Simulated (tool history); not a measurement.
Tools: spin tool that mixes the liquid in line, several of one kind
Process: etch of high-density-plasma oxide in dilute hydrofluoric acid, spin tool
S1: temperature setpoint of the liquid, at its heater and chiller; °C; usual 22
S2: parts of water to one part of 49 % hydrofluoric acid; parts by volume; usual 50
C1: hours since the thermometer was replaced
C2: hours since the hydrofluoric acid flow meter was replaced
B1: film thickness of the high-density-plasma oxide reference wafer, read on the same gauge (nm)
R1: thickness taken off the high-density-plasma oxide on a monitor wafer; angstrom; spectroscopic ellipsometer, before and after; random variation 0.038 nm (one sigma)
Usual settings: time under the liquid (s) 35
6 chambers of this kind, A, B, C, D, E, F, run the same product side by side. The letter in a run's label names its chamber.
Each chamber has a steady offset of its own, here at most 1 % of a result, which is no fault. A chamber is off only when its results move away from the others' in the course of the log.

Run 1F, hour 2.3: usual settings; C1 2508.7; C2 355.9; B1 50.021. Result: R1 41.636 angstrom.
Run 2B, hour 5.5: usual settings; C1 590.7; C2 474; B1 49.967. Result: R1 41.064 angstrom.
Run 3A, hour 8.7: usual settings; C1 2376.6; C2 503.4; B1 50.02. Result: R1 40.753 angstrom.
Run 4C, hour 11.2: usual settings; C1 1140.4; C2 588.5; B1 49.992. Result: R1 40.647 angstrom.
Run 5E, hour 13.4: usual settings but S1 19.5 °C, time under the liquid (s) 15; C1 763.3; C2 395.3; B1 50. Result: R1 15.727 angstrom.
Run 6D, hour 18.1: usual settings but S1 19.5 °C, time under the liquid (s) 15; C1 2054; C2 66.1; B1 50.021. Result: R1 15.85 angstrom.
Run 7B, hour 22: usual settings but S1 19.5 °C, time under the liquid (s) 15; C1 607.2; C2 490.5; B1 50.001. Result: R1 16.099 angstrom.
Run 8C, hour 26.7: usual settings but S1 19.5 °C, time under the liquid (s) 15; C1 1155.9; C2 604; B1 49.989. Result: R1 15.968 angstrom.
Run 9E, hour 30.1: usual settings but S1 19.5 °C, time under the liquid (s) 15; C1 780; C2 412; B1 49.995. Result: R1 15.931 angstrom.
Run 10D, hour 33.4: usual settings but S1 19.5 °C, time under the liquid (s) 15; C1 2069.3; C2 81.4; B1 50.03. Result: R1 16.223 angstrom.
Run 11F, hour 37.1: usual settings; C1 2543.5; C2 390.7; B1 49.966. Result: R1 41.69 angstrom.
Run 12A, hour 39.2: usual settings; C1 2407.1; C2 533.9; B1 49.99. Result: R1 40.766 angstrom.
Run 13D, hour 44: usual settings; C1 2079.9; C2 92; B1 50.007. Result: R1 41.475 angstrom.
Run 14A, hour 46.5: usual settings; C1 2414.4; C2 541.2; B1 49.996. Result: R1 41.279 angstrom.
Run 15E, hour 50.2: usual settings; C1 800.1; C2 432.1; B1 49.982. Result: R1 40.997 angstrom.
Run 16F, hour 55: usual settings; C1 2561.4; C2 408.6; B1 49.99. Result: R1 42.025 angstrom.
Run 17B, hour 57.9: usual settings; C1 643.1; C2 526.4; B1 50. Result: R1 42.958 angstrom.
Run 18C, hour 60.1: usual settings; C1 1189.3; C2 637.4; B1 49.994. Result: R1 41.154 angstrom.
Run 19C, hour 63.7: usual settings; C1 1192.9; C2 641; B1 50.013. Result: R1 41.133 angstrom.
Run 20F, hour 67.3: usual settings; C1 2573.7; C2 420.9; B1 49.972. Result: R1 41.049 angstrom.
Run 21A, hour 71.9: usual settings; C1 2439.8; C2 566.6; B1 49.984. Result: R1 41.444 angstrom.
Run 22B, hour 75.8: usual settings; C1 661; C2 544.3; B1 49.971. Result: R1 44.285 angstrom.
Run 23E, hour 80.3: usual settings; C1 830.2; C2 462.2; B1 50.021. Result: R1 40.408 angstrom.
Run 24D, hour 84.8: usual settings; C1 2120.7; C2 132.8; B1 50.019. Result: R1 41.859 angstrom.
Run 25F, hour 88.5: usual settings; C1 2594.9; C2 442.1; B1 49.979. Result: R1 41.265 angstrom.
Run 26D, hour 91.6: usual settings; C1 2127.5; C2 139.6; B1 50.01. Result: R1 42.293 angstrom.
Run 27E, hour 94.6: usual settings; C1 844.5; C2 476.5; B1 49.992. Result: R1 41.391 angstrom.
Run 28A, hour 97.4: usual settings; C1 2465.3; C2 592.1; B1 49.964. Result: R1 41.43 angstrom.
Run 29C, hour 99.6: usual settings; C1 1228.8; C2 676.9; B1 50.048. Result: R1 40.48 angstrom.
Run 30B, hour 101.9: usual settings; C1 687.1; C2 570.4; B1 50.022. Result: R1 44.212 angstrom.
Run 31E, hour 106.1: usual settings; C1 856; C2 488; B1 49.999. Result: R1 41.438 angstrom.
Run 32C, hour 108.6: usual settings; C1 1237.8; C2 685.9; B1 50.024. Result: R1 41.28 angstrom.
Run 33A, hour 112.6: usual settings; C1 2480.5; C2 607.3; B1 50.006. Result: R1 41.334 angstrom.
Run 34F, hour 116.7: usual settings; C1 2623.1; C2 470.3; B1 50.024. Result: R1 41.474 angstrom.
Run 35D, hour 119.3: usual settings; C1 2155.2; C2 167.3; B1 50.01. Result: R1 40.693 angstrom.
Run 36B, hour 121.7: usual settings; C1 706.9; C2 590.2; B1 50.005. Result: R1 45.162 angstrom.
Run 37A, hour 124.1: usual settings; C1 2492; C2 618.8; B1 50.025. Result: R1 41.294 angstrom.
Run 38E, hour 126.9: usual settings; C1 876.8; C2 508.8; B1 50.005. Result: R1 41.141 angstrom.
Run 39B, hour 131.3: usual settings; C1 716.5; C2 599.8; B1 50.012. Result: R1 45.838 angstrom.

What goes on in this fleet: one chamber off, a drifting gauge, or nothing beyond the chambers' own small offsets? Name the chamber and the cause, if any.

Chamber B drifts away from the others.
Cause: hydrofluoric acid flow above the setpoint (%) = 10.8.
The log may not tell that from: liquid hotter than its thermometer reads (K).

Here are 4 candidates for chamber B's next run, each the usual settings with a change, their results left as question marks. Which one brings its results back in line with what the others give on the usual settings?
In line means no further than this from the other chambers' mean on the usual settings: R1 1.3 angstrom
Run 40B-1, hour 134.8: usual settings but S1 24.5 °C. Result: R1 ?.
Run 40B-2, hour 134.8: usual settings but S1 21 °C. Result: R1 ?.
Run 40B-3, hour 134.8: usual settings but S2 55 parts by volume. Result: R1 ?.
Run 40B-4, hour 134.8: usual settings but S1 23 °C. Result: R1 ?.

The other chambers' mean on the usual settings: R1 41.369 angstrom
  run      R1
40B-1  51.412
40B-2  44.316
40B-3  41.756
40B-4  48.277
40B-3 brings the chamber back in line.
